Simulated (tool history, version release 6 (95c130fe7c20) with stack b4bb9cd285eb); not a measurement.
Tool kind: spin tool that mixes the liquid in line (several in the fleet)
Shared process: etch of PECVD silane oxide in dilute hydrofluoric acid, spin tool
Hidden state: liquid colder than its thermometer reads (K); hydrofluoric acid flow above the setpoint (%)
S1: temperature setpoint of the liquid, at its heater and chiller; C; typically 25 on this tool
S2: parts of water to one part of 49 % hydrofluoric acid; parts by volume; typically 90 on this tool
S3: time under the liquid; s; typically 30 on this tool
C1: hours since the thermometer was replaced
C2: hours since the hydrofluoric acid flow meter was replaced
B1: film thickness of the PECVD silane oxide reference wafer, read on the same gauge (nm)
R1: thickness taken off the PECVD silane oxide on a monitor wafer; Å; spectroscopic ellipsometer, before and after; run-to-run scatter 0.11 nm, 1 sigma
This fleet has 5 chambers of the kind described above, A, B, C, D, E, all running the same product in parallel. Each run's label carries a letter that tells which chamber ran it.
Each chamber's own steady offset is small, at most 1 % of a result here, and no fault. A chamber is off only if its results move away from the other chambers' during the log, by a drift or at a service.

| run | day | S1 | S2 | S3 | C1 | C2 | B1 | R1 |
|---|---|---|---|---|---|---|---|---|
| 1E | 0.392 | 25 | 90 | 30 | 300.8 | 241.4 | 69.987 | 149.03 |
| 2B | 0.804 | 25 | 90 | 30 | 485.4 | 384.6 | 70.01 | 149.04 |
| 3C | 1.392 | 25 | 90 | 30 | 542.8 | 134.5 | 69.993 | 146.93 |
| 4D | 1.833 | 25 | 90 | 30 | 51.3 | 564.6 | 69.979 | 149.59 |
| 5A | 2.292 | 25 | 90 | 30 | 1588.3 | 661.8 | 69.993 | 149.19 |
| 6A | 2.85 | 25 | 90 | 30 | 1601.7 | 675.2 | 70.002 | 149.46 |
| 7C | 3.171 | 28.5 | 90 | 30 | 585.5 | 177.2 | 70.002 | 169.85 |
|  | 3.446 | chamber A: hydrofluoric acid flow meter replaced |
| 8E | 3.812 | 28.5 | 90 | 30 | 382.9 | 323.5 | 70.007 | 172.06 |
| 9B | 4.3 | 28.5 | 90 | 30 | 569.3 | 468.5 | 70.003 | 172.8 |
|  | 4.342 | chamber B: hydrofluoric acid flow meter replaced |
| 10D | 4.846 | 28.5 | 90 | 30 | 123.6 | 636.9 | 69.997 | 170.8 |
| 11E | 5.329 | 28.5 | 90 | 30 | 419.3 | 359.9 | 70.012 | 171.35 |
| 12C | 5.738 | 25 | 90 | 30 | 647.1 | 238.8 | 70.017 | 147.25 |
| 13B | 6.1 | 25 | 90 | 30 | 612.5 | 42.2 | 70.004 | 148.18 |
| 14A | 6.725 | 25 | 90 | 30 | 1694.7 | 78.8 | 70.021 | 147.89 |
|  | 7.229 | chamber E: hydrofluoric acid flow meter replaced |
| 15D | 7.229 | 25 | 90 | 30 | 180.8 | 694.1 | 70.003 | 149.05 |
| 16D | 7.867 | 25 | 90 | 45 | 196.1 | 709.4 | 69.975 | 224.09 |
| 17A | 8.179 | 25 | 90 | 45 | 1729.6 | 113.7 | 70.031 | 222.53 |
| 18E | 8.6 | 25 | 90 | 45 | 497.8 | 32.9 | 69.994 | 224.06 |
|  | 8.95 | chamber A: thermometer replaced |
| 19C | 9.229 | 25 | 90 | 45 | 730.9 | 322.6 | 69.993 | 221.82 |
|  | 9.362 | chamber C: thermometer replaced |
| 20B | 9.742 | 25 | 90 | 45 | 699.9 | 129.6 | 70.004 | 223.15 |
| 21D | 10.196 | 25 | 90 | 30 | 252 | 765.3 | 70.019 | 148.96 |
| 22A | 10.854 | 25 | 90 | 30 | 45.7 | 177.9 | 69.973 | 147.6 |
| 23E | 11.192 | 25 | 90 | 30 | 560 | 95.1 | 70.009 | 148.26 |
| 24B | 11.692 | 25 | 90 | 30 | 746.7 | 176.4 | 69.995 | 146.84 |
| 25C | 12.167 | 25 | 90 | 30 | 67.3 | 393.1 | 69.999 | 147.19 |
| 26C | 12.592 | 21 | 115 | 30 | 77.5 | 403.3 | 69.973 | 97.526 |
| 27E | 12.967 | 21 | 115 | 30 | 602.6 | 137.7 | 70.018 | 96.791 |
| 28B | 13.279 | 21 | 115 | 30 | 784.8 | 214.5 | 70.034 | 95.681 |
| 29D | 13.612 | 21 | 115 | 30 | 334 | 847.3 | 69.985 | 96.629 |
| 30A | 14.15 | 21 | 115 | 30 | 124.8 | 257 | 70.02 | 97.174 |
| 31A | 14.792 | 22 | 90 | 15 | 140.2 | 272.4 | 70.009 | 65.83 |
| 32B | 15.25 | 22 | 90 | 15 | 832.1 | 261.8 | 70.006 | 64.709 |
| 33E | 15.729 | 22 | 90 | 15 | 668.9 | 204 | 70.003 | 66.299 |
| 34C | 16.346 | 22 | 90 | 15 | 167.6 | 493.4 | 69.99 | 65.152 |
| 35D | 16.929 | 22 | 90 | 15 | 413.6 | 926.9 | 70 | 66.749 |
| 36A | 17.279 | 25 | 90 | 30 | 199.9 | 332.1 | 70 | 146.43 |
| 37C | 17.667 | 25 | 90 | 30 | 199.3 | 525.1 | 70.013 | 147.99 |
| 38B | 18.288 | 25 | 90 | 30 | 905 | 334.7 | 69.985 | 146.96 |
| 39D | 18.642 | 25 | 90 | 30 | 454.7 | 968 | 69.989 | 148.6 |
| 40E | 18.996 | 25 | 90 | 30 | 747.3 | 282.4 | 69.965 | 148.53 |
| 41A | 19.408 | 25 | 90 | 30 | 251 | 383.2 | 69.996 | 146.64 |
| 42E | 19.933 | 25 | 50 | 20 | 769.8 | 304.9 | 69.992 | 188.07 |

For the next run the whole fleet of 5 chambers uses the same settings. Give each chamber's results:
| 43A | 20.421 | 25 | 50 | 30 |  |  |  | ? |
| 43B | 20.421 | 25 | 50 | 30 |  |  |  | ? |
| 43C | 20.421 | 25 | 50 | 30 |  |  |  | ? |
| 43D | 20.421 | 25 | 50 | 30 |  |  |  | ? |
| 43E | 20.421 | 25 | 50 | 30 |  |  |  | ? |

| run | R1 |
|---|---|
| 43A | 284.04 |
| 43B | 283.22 |
| 43C | 279.61 |
| 43D | 279.02 |
| 43E | 280.81 |

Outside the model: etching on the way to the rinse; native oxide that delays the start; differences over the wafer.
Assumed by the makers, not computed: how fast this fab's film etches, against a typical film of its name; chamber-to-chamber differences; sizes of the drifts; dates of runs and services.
